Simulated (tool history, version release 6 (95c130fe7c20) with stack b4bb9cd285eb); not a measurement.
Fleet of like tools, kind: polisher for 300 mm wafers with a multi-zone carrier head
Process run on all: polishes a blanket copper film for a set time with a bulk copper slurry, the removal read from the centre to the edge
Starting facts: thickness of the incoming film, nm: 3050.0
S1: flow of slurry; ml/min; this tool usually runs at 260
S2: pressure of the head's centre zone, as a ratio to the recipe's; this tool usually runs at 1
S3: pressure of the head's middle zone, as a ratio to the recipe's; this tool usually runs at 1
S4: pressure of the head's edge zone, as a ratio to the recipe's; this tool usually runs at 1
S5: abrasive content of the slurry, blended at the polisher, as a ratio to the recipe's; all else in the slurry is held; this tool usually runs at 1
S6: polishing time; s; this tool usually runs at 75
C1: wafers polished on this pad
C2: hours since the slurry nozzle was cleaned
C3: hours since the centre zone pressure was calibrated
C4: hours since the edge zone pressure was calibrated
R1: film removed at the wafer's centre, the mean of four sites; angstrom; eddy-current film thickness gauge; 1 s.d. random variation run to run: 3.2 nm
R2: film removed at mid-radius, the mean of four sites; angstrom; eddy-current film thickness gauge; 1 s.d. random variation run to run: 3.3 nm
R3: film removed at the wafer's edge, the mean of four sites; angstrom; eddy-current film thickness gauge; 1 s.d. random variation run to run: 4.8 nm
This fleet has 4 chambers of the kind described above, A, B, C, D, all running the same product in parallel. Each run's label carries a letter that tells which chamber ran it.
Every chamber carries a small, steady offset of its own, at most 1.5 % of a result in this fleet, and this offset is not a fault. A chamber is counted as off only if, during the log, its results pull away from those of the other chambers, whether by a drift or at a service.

run	hour	S1	S2	S3	S4	S5	S6	C1	C2	C3	C4	R1	R2	R3
1B	7.8	260	1	1	1	1	75	726	371.9	145.3	228	4521.7	4487.5	4547.7
2C	14	260	1	1	1	1	75	1200	21.2	610.8	1351	4608.1	4556.1	4498.9
# hour 14.7: chamber C: worn pad replaced by a new one
3A	18.4	260	1	1	1	1	75	663	322.1	371.2	834.9	4575.7	4545	4525.7
4D	23.9	260	1	1	1	1	75	941	407	618.9	390.1	4375.3	4450.1	4505.1
# hour 25.6: chamber B: worn pad replaced by a new one
5B	29.7	260	0.93	1	1	1	75	51	393.8	167.2	249.9	4237.7	4485.7	4567.7
6A	34.6	260	0.93	1	1	1	75	866	338.3	387.4	851.1	4203	4559.1	4485.8
7D	41.3	260	0.93	1	1	1	75	1159	424.4	636.3	407.5	4158.5	4573.2	4477.9
8C	44.9	260	0.93	1	1	1	75	379	52.1	641.7	1381.9	4212.4	4542.8	4498.1
9A	53.2	260	1	1	1	1	75	1099	356.9	406	869.7	4443.8	4509.9	4442.4
# hour 54.4: chamber D: worn pad replaced by a new one
# hour 55.1: chamber A: centre zone pressure recalibrated
10D	60.5	260	1	1	1	1	75	77	443.6	655.5	426.7	4450.8	4507.5	4536.9
11B	64.3	260	1	1	1.08	1	75	485	428.4	201.8	284.5	4547.8	4449.2	4619.1
12C	68.9	260	1	1	1.08	1	75	680	76.1	665.7	1405.9	4539.7	4541.8	4631.2
13B	76.9	260	1	1	1.08	1	75	643	441	214.4	297.1	4553.9	4498.8	4719.9
14D	81.9	260	1	1	1.08	1	75	345	465	676.9	448.1	4389	4517.8	4668.7
15C	88	260	1	1	1	1	75	920	95.2	684.8	1425	4548.3	4497.8	4534.1
16A	91.8	260	1	1	1	1	75	1583	395.5	36.7	908.3	4535.1	4471	4493.4
17B	96.1	260	1	1	1	1	75	884	460.2	233.6	316.3	4546.5	4503.9	4495.5
18C	103.9	260	1	1	1	1	75	1119	111.1	700.7	1440.9	4515	4505.3	4608.6
# hour 106.4: chamber B: worn pad replaced by a new one
19A	107.7	260	1	1	1	1	75	1782	411.4	52.6	924.2	4463.3	4495.7	4469.4
20D	114.5	260	1	1	1	1	75	754	497.6	709.5	480.7	4451.4	4472.3	4534.7
# hour 116.1: chamber C: worn pad replaced by a new one
21B	120.4	260	1	1	1	1	75	175	484.5	257.9	340.6	4488	4523.4	4520.6
22C	128.2	260	1	1	1	1	75	152	135.4	725	1465.2	4530.2	4534.2	4507.6
23A	136.3	260	1	1	1	1	75	2141	440	81.2	952.8	4340.3	4411.5	4377.5
24D	142	260	1	1	1	1	75	1099	525.1	737	508.2	4439.4	4483.1	4511.8
# hour 142.8: chamber D: slurry nozzle cleaned
25D	149	260	1	1	1	1	75	1186	6.3	744	515.2	4468.7	4504.3	4527
26B	155	260	1	1	1	1	75	609	519.1	292.5	375.2	4528.2	4496	4468.8
# hour 156.5: chamber D: worn pad replaced by a new one
27C	159.1	175	1	1	1	1	75	540	166.3	755.9	1496.1	4242.2	4274.2	4361.2
28A	162.9	175	1	1	1	1	75	2474	466.6	107.8	979.4	4057.5	4137.7	4137.5
29D	169.7	175	1	1	1	1	75	166	27	764.7	535.9	4232.4	4274	4375
30B	174.8	175	1	1	1	1	75	857	538.9	312.3	395	4272.6	4306.9	4351
31A	180.9	260	1	1	1	1	95	2700	484.6	125.8	997.4	5436.7	5372.3	5387.9
32C	184.6	260	1	1	1	1	95	859	191.8	781.4	1521.6	5700.9	5641.3	5715.1
# hour 188: chamber A: slurry nozzle cleaned
33D	188.8	260	1	1	1	1	95	406	46.1	783.8	555	5629.7	5645.2	5782.7
34C	194.6	260	1	1	1	1	95	985	201.8	791.4	1531.6	5766.5	5760.7	5755.2
# hour 198.7: chamber B: worn pad replaced by a new one
35A	199.3	260	1	1	1	1	75	2931	11.4	144.2	1015.8	4234.2	4202.7	4196.4
36B	206.1	260	1	1	1	1	75	93	570.2	343.6	426.3	4510.4	4509.5	4465.1
# hour 208: chamber C: edge zone pressure recalibrated
37B	212.3	260	1	1	1	1	75	171	576.4	349.8	432.5	4591.5	4557.9	4492
38A	217.7	260	1	1	1	1	75	3161	29.8	162.6	1034.2	4165.5	4216.4	4189.8
39D	223.1	260	1	1	1	1	75	836	80.4	818.1	589.3	4548.3	4459.7	4526.8
# hour 224.9: chamber C: worn pad replaced by a new one
40C	230.3	260	1	1	1	1	95	68	237.5	827.1	22.4	5785.4	5702.9	5749.1

Is one chamber out of step, is the gauge drifting, or do the chambers differ by no more than their own small offsets? For an off chamber, give its letter and the likeliest cause.

It is chamber A that slowly wanders off from its peers.
Most likely cause: removal rate lost through wear of the pad, % = 8.49.

Which of the 4 candidates below, each the usual settings with something changed and its results left as question marks, puts chamber A back in line with what the other chambers give on the usual settings?
In line here means within this much of the mean the other chambers give on the usual settings: R1 110 angstrom; R2 120 angstrom; R3 170 angstrom
41A-1	236.3	265	1	0.99	1.01	1.05	87					?	?	?
41A-2	236.3	260	1	1	1.01	1	81					?	?	?
41A-3	236.3	260	1	1	0.99	1	69					?	?	?
41A-4	236.3	255	1	1.01	0.99	1	64					?	?	?

The mean the other chambers reach with the usual settings: R1 4519 angstrom; R2 4504.1 angstrom; R3 4508.8 angstrom
run	R1	R2	R3
41A-1	4869.9	4849.9	4856.5
41A-2	4476	4499.6	4465.9
41A-3	3812.8	3833.1	3764.8
41A-4	3528.3	3580.3	3485.7
Change 41A-2 lands the chamber within the allowed miss of the other chambers.
